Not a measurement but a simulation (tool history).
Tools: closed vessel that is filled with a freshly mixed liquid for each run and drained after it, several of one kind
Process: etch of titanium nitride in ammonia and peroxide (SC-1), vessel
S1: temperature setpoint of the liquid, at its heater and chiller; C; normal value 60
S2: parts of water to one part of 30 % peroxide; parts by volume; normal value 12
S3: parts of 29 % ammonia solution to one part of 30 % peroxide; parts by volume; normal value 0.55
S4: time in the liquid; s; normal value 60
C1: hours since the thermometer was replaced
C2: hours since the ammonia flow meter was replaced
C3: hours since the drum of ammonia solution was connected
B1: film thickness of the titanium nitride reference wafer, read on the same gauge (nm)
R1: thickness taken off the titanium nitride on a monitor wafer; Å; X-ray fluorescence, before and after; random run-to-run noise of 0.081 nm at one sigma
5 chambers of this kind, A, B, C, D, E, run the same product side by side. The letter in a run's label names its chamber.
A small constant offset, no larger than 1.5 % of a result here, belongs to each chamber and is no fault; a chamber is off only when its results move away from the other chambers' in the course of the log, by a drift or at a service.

| run | day | S1 | S2 | S3 | S4 | C1 | C2 | C3 | B1 | R1 |
|---|---|---|---|---|---|---|---|---|---|---|
| 1B | 0.225 | 60 | 12 | 0.55 | 60 | 262 | 1594.6 | 479.1 | 90.014 | 86.363 |
| 2A | 0.571 | 60 | 12 | 0.55 | 60 | 945.5 | 454.7 | 380 | 89.962 | 87.513 |
| 3E | 0.879 | 60 | 12 | 0.55 | 60 | 2464.8 | 808.7 | 27 | 90.003 | 86.079 |
| 4C | 1.204 | 60 | 12 | 0.55 | 60 | 702.9 | 641.4 | 783.3 | 90.03 | 87.968 |
| 5D | 1.525 | 60 | 12 | 0.55 | 60 | 1047.4 | 225.5 | 105.3 | 89.995 | 86.503 |
| 6C | 1.9 | 60 | 12 | 0.55 | 80 | 719.6 | 658.1 | 800 | 89.977 | 117.25 |
| 7D | 2.104 | 60 | 12 | 0.55 | 80 | 1061.3 | 239.4 | 119.2 | 90.024 | 115.48 |
| 8A | 2.458 | 60 | 12 | 0.55 | 80 | 990.8 | 500 | 425.3 | 89.969 | 119.14 |
| 9E | 2.717 | 60 | 12 | 0.55 | 80 | 2508.9 | 852.8 | 71.1 | 89.977 | 118.28 |
| 10B | 2.921 | 60 | 12 | 0.55 | 80 | 326.7 | 1659.3 | 543.8 | 90.012 | 117.96 |
| 11C | 3.25 | 60 | 12 | 0.55 | 60 | 752 | 690.5 | 832.4 | 89.998 | 87.469 |
| 12D | 3.421 | 60 | 12 | 0.55 | 75 | 1092.9 | 271 | 150.8 | 89.991 | 107.92 |
| 13B | 3.608 | 60 | 12 | 0.55 | 75 | 343.2 | 1675.8 | 560.3 | 90.04 | 108.5 |
| 14A | 3.792 | 60 | 12 | 0.55 | 75 | 1022.8 | 532 | 457.3 | 89.994 | 110.05 |
| 15E | 4.121 | 60 | 12 | 0.55 | 75 | 2542.6 | 886.5 | 104.8 | 90.078 | 109.88 |
| 16E | 4.35 | 60 | 12 | 0.55 | 75 | 2548.1 | 892 | 110.3 | 90.028 | 109.08 |
| 17A | 4.658 | 60 | 12 | 0.55 | 60 | 1043.6 | 552.8 | 478.1 | 89.999 | 87.48 |
| 18D | 4.912 | 60 | 12 | 0.55 | 60 | 1128.7 | 306.8 | 186.6 | 90.002 | 86.664 |
| 19C | 5.162 | 69.5 | 12 | 0.55 | 60 | 797.9 | 736.4 | 878.3 | 90.023 | 159.52 |
|  | 5.358 | chamber C: new drum of ammonia solution connected |
|  | 5.446 | chamber E: ammonia flow meter replaced |
| 20B | 5.538 | 69.5 | 12 | 0.55 | 60 | 389.5 | 1722.1 | 606.6 | 89.983 | 159.82 |
|  | 5.617 | chamber B: new drum of ammonia solution connected |
| 21C | 5.812 | 69.5 | 12 | 0.55 | 60 | 813.5 | 752 | 11 | 90.005 | 161.68 |
| 22D | 6.171 | 69.5 | 12 | 0.55 | 60 | 1158.9 | 337 | 216.8 | 89.985 | 159.16 |
| 23B | 6.5 | 69.5 | 12 | 0.55 | 60 | 412.6 | 1745.2 | 21.2 | 89.996 | 163.79 |
| 24A | 6.829 | 60 | 12 | 0.55 | 60 | 1095.7 | 604.9 | 530.2 | 89.975 | 89.109 |
|  | 6.858 | chamber E: thermometer replaced |
| 25E | 7.175 | 60 | 12 | 0.45 | 60 | 7.7 | 41.6 | 178.1 | 90.026 | 85.752 |
| 26B | 7.479 | 60 | 12 | 0.45 | 60 | 436.1 | 1768.7 | 44.7 | 89.99 | 87.372 |
| 27A | 7.65 | 60 | 12 | 0.45 | 60 | 1115.4 | 624.6 | 549.9 | 90.054 | 86.699 |
| 28C | 7.983 | 60 | 12 | 0.45 | 60 | 865.6 | 804.1 | 63.1 | 90.047 | 83.923 |
| 29E | 8.312 | 60 | 12 | 0.45 | 60 | 35 | 68.9 | 205.4 | 90.022 | 84.315 |
| 30D | 8.683 | 60 | 12 | 0.55 | 60 | 1219.2 | 397.3 | 277.1 | 89.962 | 87.226 |
|  | 8.929 | chamber A: ammonia flow meter replaced |
| 31C | 9 | 60 | 12 | 0.55 | 60 | 890 | 828.5 | 87.5 | 89.97 | 86.974 |
| 32A | 9.254 | 60 | 12 | 0.55 | 60 | 1153.9 | 7.9 | 588.4 | 89.989 | 88.67 |
| 33B | 9.508 | 60 | 12 | 0.55 | 60 | 484.8 | 1817.4 | 93.4 | 90.025 | 92.406 |
| 34E | 9.712 | 60 | 12 | 0.55 | 60 | 68.6 | 102.5 | 239 | 90.002 | 89.124 |
| 35D | 9.925 | 60 | 12 | 0.55 | 60 | 1249 | 427.1 | 306.9 | 90.001 | 87.629 |
| 36A | 10.162 | 60 | 12 | 0.55 | 60 | 1175.7 | 29.7 | 610.2 | 89.939 | 88.474 |
| 37C | 10.471 | 60 | 17 | 0.55 | 35 | 925.3 | 863.8 | 122.8 | 89.983 | 42.666 |
| 38E | 10.812 | 60 | 17 | 0.55 | 35 | 95 | 128.9 | 265.4 | 89.997 | 42.62 |
| 39D | 11.162 | 60 | 17 | 0.55 | 35 | 1278.7 | 456.8 | 336.6 | 89.991 | 42.744 |
| 40B | 11.379 | 60 | 17 | 0.55 | 35 | 529.7 | 1862.3 | 138.3 | 90.002 | 45.012 |
| 41A | 11.546 | 60 | 17 | 0.55 | 35 | 1208.9 | 62.9 | 643.4 | 89.991 | 43.219 |
| 42E | 11.721 | 60 | 12 | 0.55 | 60 | 116.8 | 150.7 | 287.2 | 90.001 | 87.74 |
| 43B | 12.05 | 60 | 12 | 0.55 | 60 | 545.8 | 1878.4 | 154.4 | 90.019 | 95.84 |
| 44C | 12.242 | 60 | 12 | 0.55 | 60 | 967.8 | 906.3 | 165.3 | 89.998 | 86.274 |

Which is it: a chamber that has drifted or been left off by a service, a gauge drift common to all chambers, or only each chamber's usual small offset? If a chamber is off, name it and its likeliest cause.

One chamber, B, drifts off from the rest bit by bit.
Cause: liquid hotter than its thermometer reads (K) = 1.37.

Here are 4 candidates for chamber B's next run, each the usual settings with a change, their results left as question marks. Which one brings its results back in line with what the others give on the usual settings?
A result is in line if it is within this distance of the other chambers' mean on the usual settings: R1 2.8 Å
| 45B-1 | 12.517 | 60 | 12 | 0.9 | 60 |  |  |  |  | ? |
| 45B-2 | 12.517 | 59.5 | 12 | 0.55 | 60 |  |  |  |  | ? |
| 45B-3 | 12.517 | 59 | 12.5 | 0.55 | 60 |  |  |  |  | ? |
| 45B-4 | 12.517 | 60.5 | 12 | 0.55 | 60 |  |  |  |  | ? |

Average result of the remaining chambers running the usual settings: R1 87.891 Å
| run | R1 |
|---|---|
| 45B-1 | 104.57 |
| 45B-2 | 93.104 |
| 45B-3 | 88.22 |
| 45B-4 | 99.294 |
45B-3 puts the chamber back in line with the other chambers.
